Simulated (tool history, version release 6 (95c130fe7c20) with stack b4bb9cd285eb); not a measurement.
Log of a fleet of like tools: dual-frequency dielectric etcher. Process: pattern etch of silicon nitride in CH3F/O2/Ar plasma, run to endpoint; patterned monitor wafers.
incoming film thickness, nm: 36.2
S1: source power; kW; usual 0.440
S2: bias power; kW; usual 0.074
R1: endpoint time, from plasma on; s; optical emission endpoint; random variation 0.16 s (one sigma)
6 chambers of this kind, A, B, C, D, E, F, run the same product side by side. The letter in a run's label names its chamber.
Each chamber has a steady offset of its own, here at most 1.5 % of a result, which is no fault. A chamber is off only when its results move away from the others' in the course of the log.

run   hour     S1     S2      R1
 1D    6.7  0.440  0.074  49.942
 2E   14.9  0.440  0.074  50.257
 3F   19.0  0.440  0.074  49.783
      23.8  -- chamber E: bias power generator calibrated
 4C   25.0  0.440  0.074  49.852
 5A   30.8  0.440  0.074  49.998
 6B   34.7  0.440  0.074  50.116
 7E   38.9  0.440  0.074  50.092
 8C   44.8  0.530  0.091  43.360
 9B   51.4  0.530  0.091  43.461
10D   55.7  0.530  0.091  43.307
11F   63.7  0.530  0.091  43.001
12A   71.0  0.530  0.091  43.670
13A   75.2  0.530  0.091  43.668
14C   79.4  0.440  0.074  50.122
      81.2  -- chamber F: wet clean of the chamber
15E   84.6  0.440  0.074  49.844
16B   89.7  0.440  0.074  49.926
17F   95.1  0.440  0.074  47.453
      98.3  -- chamber E: wet clean of the chamber
18D  100.7  0.440  0.074  49.615
     100.8  -- chamber C: wet clean of the chamber
19D  104.3  0.440  0.063  52.495
20E  108.1  0.440  0.063  53.079
21B  112.9  0.440  0.063  53.105
22C  118.9  0.440  0.063  52.722
23F  123.1  0.440  0.063  50.029
24A  127.4  0.440  0.063  53.121
25F  135.5  0.440  0.074  47.666
26B  139.5  0.410  0.074  51.103
27C  145.1  0.410  0.074  51.279
28D  152.3  0.410  0.074  51.159
29A  156.0  0.410  0.074  51.562
30E  163.1  0.410  0.074  51.572
31B  167.0  0.410  0.074  51.087
32F  174.5  0.440  0.074  47.566
33C  179.8  0.440  0.074  49.882
34D  187.0  0.440  0.074  49.964
35A  192.3  0.440  0.074  50.450
36E  199.1  0.440  0.074  49.961
37B  206.5  0.440  0.074  49.949

What goes on in this fleet: one chamber off, a drifting gauge, or nothing beyond the chambers' own small offsets? Name the chamber and the cause, if any.

A service left chamber F off against the others.
Cause: etch rate over this chamber's usual, % = 4.47.

Here are 4 candidates for chamber F's next run, each the usual settings with a change, their results left as question marks. Which one brings its results back in line with what the others give on the usual settings?
In line means no further than this from the other chambers' mean on the usual settings: R1 0.560 s
38F-1  212.4  0.440  0.063   ?
38F-2  212.4  0.500  0.074   ?
38F-3  212.4  0.570  0.074   ?
38F-4  212.4  0.440  0.055   ?

The other chambers' mean on the usual settings: R1 49.964 s
  run      R1
38F-1  50.003
38F-2  45.108
38F-3  42.886
38F-4  52.241
38F-1 brings the chamber back in line.
